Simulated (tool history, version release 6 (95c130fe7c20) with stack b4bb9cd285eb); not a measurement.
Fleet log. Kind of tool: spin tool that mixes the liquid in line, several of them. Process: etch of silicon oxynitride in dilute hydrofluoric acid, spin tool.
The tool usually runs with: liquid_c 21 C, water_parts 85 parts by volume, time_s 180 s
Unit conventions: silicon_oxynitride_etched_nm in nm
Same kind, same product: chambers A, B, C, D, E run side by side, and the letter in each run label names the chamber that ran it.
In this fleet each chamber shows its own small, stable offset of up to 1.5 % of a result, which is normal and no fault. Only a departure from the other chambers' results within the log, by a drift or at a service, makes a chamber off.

| run | hour | liquid_c | water_parts | time_s | read-back film thickness of the silicon oxynitride reference wafer, read on the same gauge (nm) | silicon_oxynitride_etched_nm |
|---|---|---|---|---|---|---|
| 1E | 7.7 | 21 | 85 | 180 | 50.016 | 4.286 |
| 2D | 18.4 | 21 | 85 | 180 | 49.995 | 4.2496 |
| 3B | 26.7 | 21 | 85 | 180 | 49.993 | 4.2565 |
| 4C | 41.3 | 21 | 85 | 180 | 49.995 | 4.3048 |
| 5A | 53.1 | 21 | 85 | 180 | 49.995 | 4.2707 |
| 6C | 61.1 | 21 | 85 | 180 | 49.99 | 4.3436 |
| 7B | 72.8 | 21 | 85 | 180 | 49.973 | 4.3299 |
| 8A | 83 | 21 | 85 | 180 | 49.99 | 4.2743 |
| 9E | 91.2 | 21 | 85 | 180 | 49.985 | 4.2741 |
|  | 101.4 | chamber E: thermometer replaced |
| 10D | 103.8 | 21 | 85 | 180 | 50.006 | 4.226 |
| 11B | 113.9 | 21 | 85 | 180 | 50.008 | 4.2851 |
| 12A | 122.6 | 21 | 85 | 180 | 50.011 | 4.3176 |
| 13C | 129.9 | 21 | 85 | 180 | 49.987 | 4.3478 |
| 14D | 144.2 | 21 | 85 | 180 | 49.985 | 4.2809 |
| 15E | 154 | 21 | 85 | 180 | 49.991 | 4.3636 |
| 16C | 168.9 | 21 | 85 | 180 | 50.004 | 4.3296 |
| 17D | 182.7 | 18 | 85 | 180 | 49.999 | 3.649 |
| 18B | 193.3 | 18 | 85 | 180 | 50.004 | 3.6322 |
| 19A | 205.1 | 18 | 85 | 180 | 50.018 | 3.6409 |
|  | 207.5 | chamber C: thermometer replaced |
| 20E | 215.6 | 18 | 85 | 180 | 50.001 | 3.6745 |
| 21A | 225.5 | 18 | 85 | 180 | 49.975 | 3.6997 |
| 22B | 239.4 | 21 | 85 | 180 | 50.022 | 4.2114 |
| 23D | 250.1 | 21 | 85 | 180 | 50.008 | 4.2333 |
| 24E | 265 | 21 | 85 | 180 | 50.011 | 4.3085 |
| 25C | 276.6 | 21 | 85 | 180 | 49.986 | 4.3452 |
| 26D | 286.1 | 21 | 85 | 180 | 50 | 4.2853 |
| 27C | 294.2 | 21 | 85 | 180 | 49.989 | 4.3627 |
| 28E | 309.3 | 21 | 85 | 180 | 49.997 | 4.2916 |
| 29A | 318.3 | 21 | 85 | 180 | 50.006 | 4.2217 |
| 30B | 326.1 | 21 | 85 | 180 | 49.997 | 4.066 |
| 31A | 334.9 | 21 | 85 | 180 | 49.997 | 4.2635 |
| 32B | 348.1 | 21 | 85 | 180 | 50.016 | 4.0262 |
| 33C | 359.4 | 21 | 85 | 180 | 49.997 | 4.3533 |

What goes on in this fleet: one chamber off, a drifting gauge, or nothing beyond the chambers' own small offsets? Name the chamber and the cause, if any.

It is chamber B that slowly wanders off from its peers.
What lies behind it: hydrofluoric acid flow below the setpoint (%) = 6.59.
With only this log, it may be confused with: liquid colder than its thermometer reads (K).

Here are 4 candidates for chamber B's next run, each the usual settings with a change, their results left as question marks. Which one brings its results back in line with what the others give on the usual settings?
In line means no further than this from the other chambers' mean on the usual settings: silicon_oxynitride_etched_nm 0.11 nm
| 34B-1 | 370.3 | 21 | 85 | 185 |  | ? |
| 34B-2 | 370.3 | 21 | 80 | 180 |  | ? |
| 34B-3 | 370.3 | 21 | 85 | 170 |  | ? |
| 34B-4 | 370.3 | 21 | 85 | 175 |  | ? |

Average result of the remaining chambers running the usual settings: silicon_oxynitride_etched_nm 4.2865 nm
| run | silicon_oxynitride_etched_nm |
|---|---|
| 34B-1 | 4.1393 |
| 34B-2 | 4.2937 |
| 34B-3 | 3.8037 |
| 34B-4 | 3.9156 |
34B-2 is the one that brings the chamber's results back in line with the other chambers.

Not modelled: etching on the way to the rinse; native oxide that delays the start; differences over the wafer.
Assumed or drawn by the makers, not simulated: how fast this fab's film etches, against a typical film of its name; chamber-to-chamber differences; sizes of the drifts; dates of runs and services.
